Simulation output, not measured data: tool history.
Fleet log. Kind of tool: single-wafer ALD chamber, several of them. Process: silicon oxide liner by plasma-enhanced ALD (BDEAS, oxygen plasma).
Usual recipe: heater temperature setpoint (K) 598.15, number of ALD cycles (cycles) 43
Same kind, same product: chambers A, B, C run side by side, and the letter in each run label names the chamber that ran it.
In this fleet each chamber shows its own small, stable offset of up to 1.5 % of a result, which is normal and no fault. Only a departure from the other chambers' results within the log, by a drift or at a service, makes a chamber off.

run	day	heater temperature setpoint (K)	number of ALD cycles (cycles)	read-back reference wafer on the same gauge, thickness_nm	mean film thickness on the monitor wafer (angstrom)
1B	0.154	598.15	43	4.1705	38.571
2C	0.371	598.15	43	4.1708	38.610
3A	0.721	598.15	43	4.1719	38.194
4C	0.942	598.15	43	4.1722	38.701
5A	1.233	598.15	43	4.1728	38.166
6B	1.462	598.15	43	4.1739	38.553
7C	1.621	598.15	43	4.1740	38.752
8B	1.817	598.15	43	4.1738	38.623
9A	2.012	598.15	36	4.1749	31.878
10B	2.325	598.15	36	4.1757	32.294
11C	2.629	598.15	36	4.1758	32.505
12A	2.879	598.15	43	4.1781	38.194
13C	3.158	598.15	43	4.1781	38.822
14A	3.312	598.15	43	4.1774	38.235
15B	3.467	598.15	43	4.1771	38.597
16A	3.812	598.15	43	4.1780	38.219
17B	4.042	598.15	43	4.1805	38.721
18C	4.346	598.15	43	4.1795	38.694
19B	4.621	598.15	43	4.1816	38.641
20A	4.783	598.15	43	4.1803	38.206
21C	4.971	598.15	43	4.1820	38.835
22C	5.208	598.15	50	4.1814	45.085
23B	5.446	598.15	50	4.1837	44.970
24A	5.775	598.15	50	4.1823	44.436
25A	6.042	586.15	43	4.1839	38.900
26B	6.225	586.15	43	4.1851	39.444
27C	6.558	586.15	43	4.1845	39.380
28C	6.729	598.15	43	4.1844	38.823
29B	7.025	598.15	43	4.1851	38.670
30A	7.271	598.15	43	4.1866	38.329
31A	7.508	598.15	43	4.1881	38.287
32C	7.783	598.15	43	4.1877	38.842
33B	7.942	598.15	43	4.1882	38.718
34C	8.133	598.15	43	4.1881	38.847
35B	8.308	598.15	43	4.1901	38.773
36A	8.596	598.15	50	4.1897	44.578

What goes on in this fleet: one chamber off, a drifting gauge, or nothing beyond the chambers' own small offsets? Name the chamber and the cause, if any.

It is the gauge, not a chamber: its drift shows up in every chamber's results at once, and no chamber is off.
Likeliest cause: gauge reads high (%) = 0.483.
